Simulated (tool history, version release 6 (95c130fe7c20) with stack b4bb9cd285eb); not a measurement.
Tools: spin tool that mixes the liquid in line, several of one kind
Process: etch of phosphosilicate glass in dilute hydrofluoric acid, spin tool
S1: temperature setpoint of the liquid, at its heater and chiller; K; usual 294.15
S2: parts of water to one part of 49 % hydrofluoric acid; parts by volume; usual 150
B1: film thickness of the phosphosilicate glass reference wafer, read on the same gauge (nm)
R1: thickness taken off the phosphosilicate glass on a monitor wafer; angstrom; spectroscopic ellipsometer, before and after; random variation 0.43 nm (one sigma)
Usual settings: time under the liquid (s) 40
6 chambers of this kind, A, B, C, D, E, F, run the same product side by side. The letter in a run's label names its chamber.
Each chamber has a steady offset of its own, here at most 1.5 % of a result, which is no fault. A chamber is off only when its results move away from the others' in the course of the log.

run 1A day=0.246 | S1=294.15 S2=150 time_under_the_liquid_(s)=40 | B1=150 | R1=446.34
run 2D day=0.5 | S1=294.15 S2=150 time_under_the_liquid_(s)=40 | B1=149.99 | R1=443.71
run 3B day=0.708 | S1=294.15 S2=150 time_under_the_liquid_(s)=40 | B1=150.01 | R1=446.89
run 4E day=0.921 | S1=294.15 S2=150 time_under_the_liquid_(s)=40 | B1=150 | R1=447.78
run 5C day=1.125 | S1=294.15 S2=150 time_under_the_liquid_(s)=40 | B1=150 | R1=446.57
run 6F day=1.483 | S1=294.15 S2=150 time_under_the_liquid_(s)=20 | B1=150 | R1=223.58
run 7A day=1.708 | S1=294.15 S2=150 time_under_the_liquid_(s)=20 | B1=150.01 | R1=226.68
run 8D day=2.054 | S1=294.15 S2=150 time_under_the_liquid_(s)=20 | B1=150 | R1=222.16
run 9C day=2.312 | S1=294.15 S2=150 time_under_the_liquid_(s)=20 | B1=150.02 | R1=225.61
run 10F day=2.558 | S1=294.15 S2=150 time_under_the_liquid_(s)=20 | B1=150 | R1=227.63
run 11E day=2.817 | S1=294.15 S2=150 time_under_the_liquid_(s)=20 | B1=149.99 | R1=224.97
run 12B day=3.038 | S1=294.15 S2=150 time_under_the_liquid_(s)=40 | B1=150 | R1=450.74
run 13C day=3.329 | S1=294.15 S2=220 time_under_the_liquid_(s)=40 | B1=149.99 | R1=282.48
run 14E day=3.554 | S1=294.15 S2=220 time_under_the_liquid_(s)=40 | B1=150.02 | R1=283.05
-- day=3.575 chamber F: thermometer replaced
run 15B day=3.779 | S1=294.15 S2=220 time_under_the_liquid_(s)=40 | B1=150.01 | R1=287.71
run 16D day=3.983 | S1=294.15 S2=220 time_under_the_liquid_(s)=40 | B1=150.01 | R1=282.94
run 17F day=4.358 | S1=294.15 S2=220 time_under_the_liquid_(s)=40 | B1=150 | R1=284.51
run 18A day=4.662 | S1=294.15 S2=220 time_under_the_liquid_(s)=40 | B1=150 | R1=285.94
run 19E day=4.9 | S1=294.15 S2=150 time_under_the_liquid_(s)=40 | B1=150 | R1=447.78
run 20D day=5.208 | S1=294.15 S2=150 time_under_the_liquid_(s)=40 | B1=150 | R1=446.01
run 21C day=5.446 | S1=294.15 S2=150 time_under_the_liquid_(s)=25 | B1=150 | R1=279.18
run 22A day=5.767 | S1=294.15 S2=150 time_under_the_liquid_(s)=25 | B1=150 | R1=278.25
run 23B day=5.942 | S1=294.15 S2=150 time_under_the_liquid_(s)=25 | B1=149.99 | R1=262.94
run 24F day=6.221 | S1=294.15 S2=150 time_under_the_liquid_(s)=25 | B1=150 | R1=281.15
run 25D day=6.438 | S1=294.15 S2=150 time_under_the_liquid_(s)=25 | B1=150 | R1=281.6
run 26E day=6.675 | S1=294.15 S2=150 time_under_the_liquid_(s)=25 | B1=150 | R1=283.69
run 27F day=6.9 | S1=294.15 S2=150 time_under_the_liquid_(s)=40 | B1=150 | R1=449.5
run 28A day=7.129 | S1=294.15 S2=150 time_under_the_liquid_(s)=55 | B1=150 | R1=608.18
run 29B day=7.479 | S1=294.15 S2=150 time_under_the_liquid_(s)=55 | B1=149.99 | R1=572.09
run 30C day=7.775 | S1=294.15 S2=150 time_under_the_liquid_(s)=55 | B1=150 | R1=615.34
-- day=7.792 chamber E: hydrofluoric acid flow meter replaced
run 31E day=8.104 | S1=294.15 S2=150 time_under_the_liquid_(s)=55 | B1=150 | R1=620.78
run 32A day=8.304 | S1=294.15 S2=150 time_under_the_liquid_(s)=55 | B1=149.99 | R1=613.69
run 33B day=8.558 | S1=294.15 S2=150 time_under_the_liquid_(s)=55 | B1=150.01 | R1=559.87
run 34C day=8.867 | S1=294.15 S2=150 time_under_the_liquid_(s)=40 | B1=150 | R1=445.82
run 35F day=9.246 | S1=294.15 S2=150 time_under_the_liquid_(s)=40 | B1=150 | R1=450.84
run 36D day=9.45 | S1=294.15 S2=150 time_under_the_liquid_(s)=40 | B1=150 | R1=455.48

Is one chamber off against the others, does the gauge drift, or is nothing wrong? If a chamber is off, say which, and what the likeliest cause is.

Chamber B drifts away from the others.
Cause: hydrofluoric acid flow below the setpoint (%) = 9.73.
The log may not tell that from: liquid colder than its thermometer reads (K).

Here are 4 candidates for chamber B's next run, each the usual settings with a change, their results left as question marks. Which one brings its results back in line with what the others give on the usual settings?
In line means no further than this from the other chambers' mean on the usual settings: R1 15 angstrom
run 37B-1 day=9.733 | S1=294.65 S2=125 time_under_the_liquid_(s)=40 | R1=?
run 37B-2 day=9.733 | S1=297.15 S2=150 time_under_the_liquid_(s)=40 | R1=?
run 37B-3 day=9.733 | S1=294.15 S2=165 time_under_the_liquid_(s)=40 | R1=?
run 37B-4 day=9.733 | S1=293.65 S2=180 time_under_the_liquid_(s)=40 | R1=?

The other chambers' mean on the usual settings: R1 448.54 angstrom
run=37B-1 R1=499.15
run=37B-2 R1=445.84
run=37B-3 R1=355.42
run=37B-4 R1=314.65
37B-2 brings the chamber back in line.
